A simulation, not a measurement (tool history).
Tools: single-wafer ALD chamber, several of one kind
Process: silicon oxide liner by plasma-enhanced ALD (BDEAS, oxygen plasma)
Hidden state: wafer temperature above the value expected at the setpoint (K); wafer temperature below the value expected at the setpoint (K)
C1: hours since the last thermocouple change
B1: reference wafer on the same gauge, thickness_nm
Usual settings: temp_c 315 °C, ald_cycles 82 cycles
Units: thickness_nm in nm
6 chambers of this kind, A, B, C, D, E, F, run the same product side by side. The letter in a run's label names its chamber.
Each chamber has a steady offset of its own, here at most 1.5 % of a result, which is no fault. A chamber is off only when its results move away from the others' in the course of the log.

Run 1F, hour 5.3: usual settings; C1 3073.2; B1 8.6219. Result: thickness_nm 7.4432 nm.
Run 2E, hour 9: usual settings; C1 257.5; B1 8.625. Result: thickness_nm 7.4232 nm.
Run 3B, hour 16: usual settings; C1 1567.1; B1 8.6142. Result: thickness_nm 7.5055 nm.
Run 4A, hour 21.9: usual settings; C1 482.2; B1 8.6247. Result: thickness_nm 7.3475 nm.
Run 5C, hour 25.3: usual settings; C1 743.7; B1 8.6146. Result: thickness_nm 7.3561 nm.
At hour 28.2: chamber B: thermocouple changed; heater temperature recalibrated.
Run 6D, hour 29.1: usual settings; C1 1696.7; B1 8.62. Result: thickness_nm 7.5317 nm.
Run 7A, hour 33.2: usual settings; C1 493.5; B1 8.6178. Result: thickness_nm 7.4412 nm.
Run 8D, hour 39: usual settings; C1 1706.6; B1 8.6337. Result: thickness_nm 7.4698 nm.
Run 9F, hour 43.9: usual settings; C1 3111.8; B1 8.6302. Result: thickness_nm 7.4748 nm.
Run 10E, hour 48.4: usual settings; C1 296.9; B1 8.6177. Result: thickness_nm 7.4686 nm.
Run 11C, hour 54.5: usual settings; C1 772.9; B1 8.6215. Result: thickness_nm 7.3456 nm.
Run 12B, hour 57.7: usual settings; C1 29.5; B1 8.6218. Result: thickness_nm 7.5354 nm.
Run 13A, hour 64.5: usual settings but temp_c 325 °C, ald_cycles 94 cycles; C1 524.8; B1 8.6137. Result: thickness_nm 8.3977 nm.
Run 14D, hour 71.4: usual settings but temp_c 325 °C, ald_cycles 94 cycles; C1 1739; B1 8.622. Result: thickness_nm 8.5225 nm.
Run 15F, hour 75.7: usual settings but temp_c 325 °C, ald_cycles 94 cycles; C1 3143.6; B1 8.6153. Result: thickness_nm 8.4366 nm.
Run 16C, hour 80.4: usual settings but temp_c 325 °C, ald_cycles 94 cycles; C1 798.8; B1 8.6147. Result: thickness_nm 8.3084 nm.
Run 17E, hour 87.2: usual settings but temp_c 325 °C, ald_cycles 94 cycles; C1 335.7; B1 8.6194. Result: thickness_nm 8.4127 nm.
Run 18B, hour 92.6: usual settings but temp_c 325 °C, ald_cycles 94 cycles; C1 64.4; B1 8.6084. Result: thickness_nm 8.4878 nm.
Run 19A, hour 96.6: usual settings but temp_c 303 °C, ald_cycles 66 cycles; C1 556.9; B1 8.6316. Result: thickness_nm 6.0436 nm.
Run 20B, hour 100: usual settings but temp_c 303 °C, ald_cycles 66 cycles; C1 71.8; B1 8.6126. Result: thickness_nm 6.1683 nm.
Run 21D, hour 105: usual settings but temp_c 303 °C, ald_cycles 66 cycles; C1 1772.6; B1 8.6179. Result: thickness_nm 6.1626 nm.
Run 22F, hour 109.3: usual settings but temp_c 303 °C, ald_cycles 66 cycles; C1 3177.2; B1 8.6235. Result: thickness_nm 6.144 nm.
Run 23E, hour 113.7: usual settings but temp_c 303 °C, ald_cycles 66 cycles; C1 362.2; B1 8.6167. Result: thickness_nm 6.0737 nm.
Run 24C, hour 118.7: usual settings but temp_c 303 °C, ald_cycles 66 cycles; C1 837.1; B1 8.6149. Result: thickness_nm 6.0468 nm.
Run 25C, hour 124.5: usual settings; C1 842.9; B1 8.6229. Result: thickness_nm 7.3879 nm.
Run 26D, hour 130.2: usual settings; C1 1797.8; B1 8.6138. Result: thickness_nm 7.4641 nm.
Run 27B, hour 133.4: usual settings; C1 105.2; B1 8.6159. Result: thickness_nm 7.5105 nm.
Run 28E, hour 137.2: usual settings; C1 385.7; B1 8.632. Result: thickness_nm 7.4302 nm.
Run 29A, hour 140.5: usual settings; C1 600.8; B1 8.6228. Result: thickness_nm 7.4529 nm.
Run 30F, hour 145.8: usual settings; C1 3213.7; B1 8.6169. Result: thickness_nm 7.5082 nm.
Run 31D, hour 150.4: usual settings; C1 1818; B1 8.6257. Result: thickness_nm 7.5052 nm.
At hour 154.7: chamber F: thermocouple changed; heater temperature recalibrated.
Run 32E, hour 157.6: usual settings; C1 406.1; B1 8.6228. Result: thickness_nm 7.4602 nm.
Run 33C, hour 161.7: usual settings; C1 880.1; B1 8.6273. Result: thickness_nm 7.3669 nm.
Run 34F, hour 168.2: usual settings; C1 13.5; B1 8.6143. Result: thickness_nm 7.5079 nm.
Run 35A, hour 174.5: usual settings; C1 634.8; B1 8.6285. Result: thickness_nm 7.4382 nm.
Run 36B, hour 181.3: usual settings; C1 153.1; B1 8.6215. Result: thickness_nm 7.5153 nm.

What goes on in this fleet: one chamber off, a drifting gauge, or nothing beyond the chambers' own small offsets? Name the chamber and the cause, if any.

No chamber stands off beyond its own small offset, and the gauge holds steady.
